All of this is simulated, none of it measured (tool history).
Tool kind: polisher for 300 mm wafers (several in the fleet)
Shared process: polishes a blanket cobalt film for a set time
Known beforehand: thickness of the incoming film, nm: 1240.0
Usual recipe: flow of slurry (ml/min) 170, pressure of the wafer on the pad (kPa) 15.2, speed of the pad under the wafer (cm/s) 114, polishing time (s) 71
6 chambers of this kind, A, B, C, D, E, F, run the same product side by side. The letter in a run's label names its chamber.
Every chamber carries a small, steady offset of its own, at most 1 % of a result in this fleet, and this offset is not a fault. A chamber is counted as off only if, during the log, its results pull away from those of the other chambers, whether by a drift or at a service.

run,hour,flow of slurry (ml/min),pressure of the wafer on the pad (kPa),speed of the pad under the wafer (cm/s),polishing time (s),film removed (nm)
# hour 0.6: chamber F: worn pad replaced by a new one
1B,10.0,170,15.2,114,71,510.93
# hour 12.3: chamber E: worn pad replaced by a new one
2D,19.9,170,15.2,114,71,511.86
# hour 29.3: chamber D: worn pad replaced by a new one
3A,30.5,170,15.2,114,71,510.09
4F,40.1,170,15.2,114,71,523.53
5C,49.2,170,15.2,114,71,518.23
6E,59.7,170,15.2,114,71,514.47
7E,67.4,170,15.2,132,53,437.34
8C,72.2,170,15.2,132,53,449.60
9A,78.2,170,15.2,132,53,450.30
# hour 84.4: chamber A: worn pad replaced by a new one
10D,86.5,170,15.2,132,53,441.80
11B,96.5,170,15.2,132,53,448.18
# hour 100.5: chamber B: worn pad replaced by a new one
12F,103.6,170,15.2,132,53,450.20
# hour 103.7: chamber E: slurry nozzle cleaned
13E,112.5,170,15.2,114,71,511.63
14F,121.3,170,15.2,114,71,521.55
# hour 127.0: chamber F: worn pad replaced by a new one
15A,130.7,170,15.2,114,71,517.29
# hour 132.3: chamber C: worn pad replaced by a new one
# hour 134.1: chamber D: worn pad replaced by a new one
16C,135.5,170,15.2,114,71,511.43
# hour 143.0: chamber C: head pressure recalibrated
17D,143.5,170,15.2,114,71,515.93
18B,152.8,170,15.2,114,71,513.48
19F,160.7,170,15.2,114,71,512.51
# hour 162.2: chamber B: head pressure recalibrated
20A,170.6,170,15.2,114,60,440.95
# hour 174.3: chamber E: worn pad replaced by a new one
21B,176.6,170,15.2,114,60,439.57
22E,183.5,170,15.2,114,60,430.10
23C,193.9,170,15.2,114,60,466.72
24D,202.9,170,15.2,114,60,438.54
25F,208.7,170,15.2,114,60,434.71
# hour 209.8: chamber A: head pressure recalibrated
26B,216.8,170,15.2,114,71,517.61
27E,226.8,170,15.2,114,71,506.51
# hour 231.1: chamber D: worn pad replaced by a new one
# hour 231.8: chamber F: worn pad replaced by a new one
28C,236.1,170,15.2,114,71,576.40
29A,243.3,170,15.2,114,71,511.82
30D,248.7,170,15.2,114,71,507.91
31A,256.8,170,15.2,114,71,514.45
32B,262.9,170,15.2,114,71,510.42
# hour 265.6: chamber B: worn pad replaced by a new one
33F,272.1,170,15.2,114,71,526.28
34E,277.2,170,15.2,114,71,520.64
35C,286.4,170,15.2,114,71,569.82
# hour 288.4: chamber D: head pressure recalibrated
# hour 292.9: chamber C: worn pad replaced by a new one
36D,295.5,170,15.2,114,71,521.23
37A,303.1,170,15.2,114,71,499.93
38B,312.2,170,15.2,114,71,518.13
39C,322.4,170,15.2,114,71,554.27
# hour 322.5: chamber D: worn pad replaced by a new one
# hour 325.7: chamber F: head pressure recalibrated
40D,328.9,170,15.2,114,71,510.06
41E,338.5,170,15.2,114,71,513.92
42F,344.8,170,15.2,114,71,515.94

Which is it: a chamber that has drifted or been left off by a service, a gauge drift common to all chambers, or only each chamber's usual small offset? If a chamber is off, name it and its likeliest cause.

A service left chamber C off against the others.
Likeliest cause: head's pressure above its setpoint, % = 10.5.

Which of the 4 candidates below, each the usual settings with something changed and its results left as question marks, puts chamber C back in line with what the other chambers give on the usual settings?
In line means no further than this from the other chambers' mean on the usual settings: film removed (nm) 18.00
43C-1,352.3,170,15.2,114,69,?
43C-2,352.3,170,14.5,108,71,?
43C-3,352.3,170,15.2,116,72,?
43C-4,352.3,170,15.2,114,78,?

What the other chambers average on the usual settings: film removed (nm) 515.13
run,film removed (nm)
43C-1,552.97
43C-2,515.02
43C-3,587.09
43C-4,625.09
The answer is 43C-2, which returns the chamber to within the allowed miss of the others.

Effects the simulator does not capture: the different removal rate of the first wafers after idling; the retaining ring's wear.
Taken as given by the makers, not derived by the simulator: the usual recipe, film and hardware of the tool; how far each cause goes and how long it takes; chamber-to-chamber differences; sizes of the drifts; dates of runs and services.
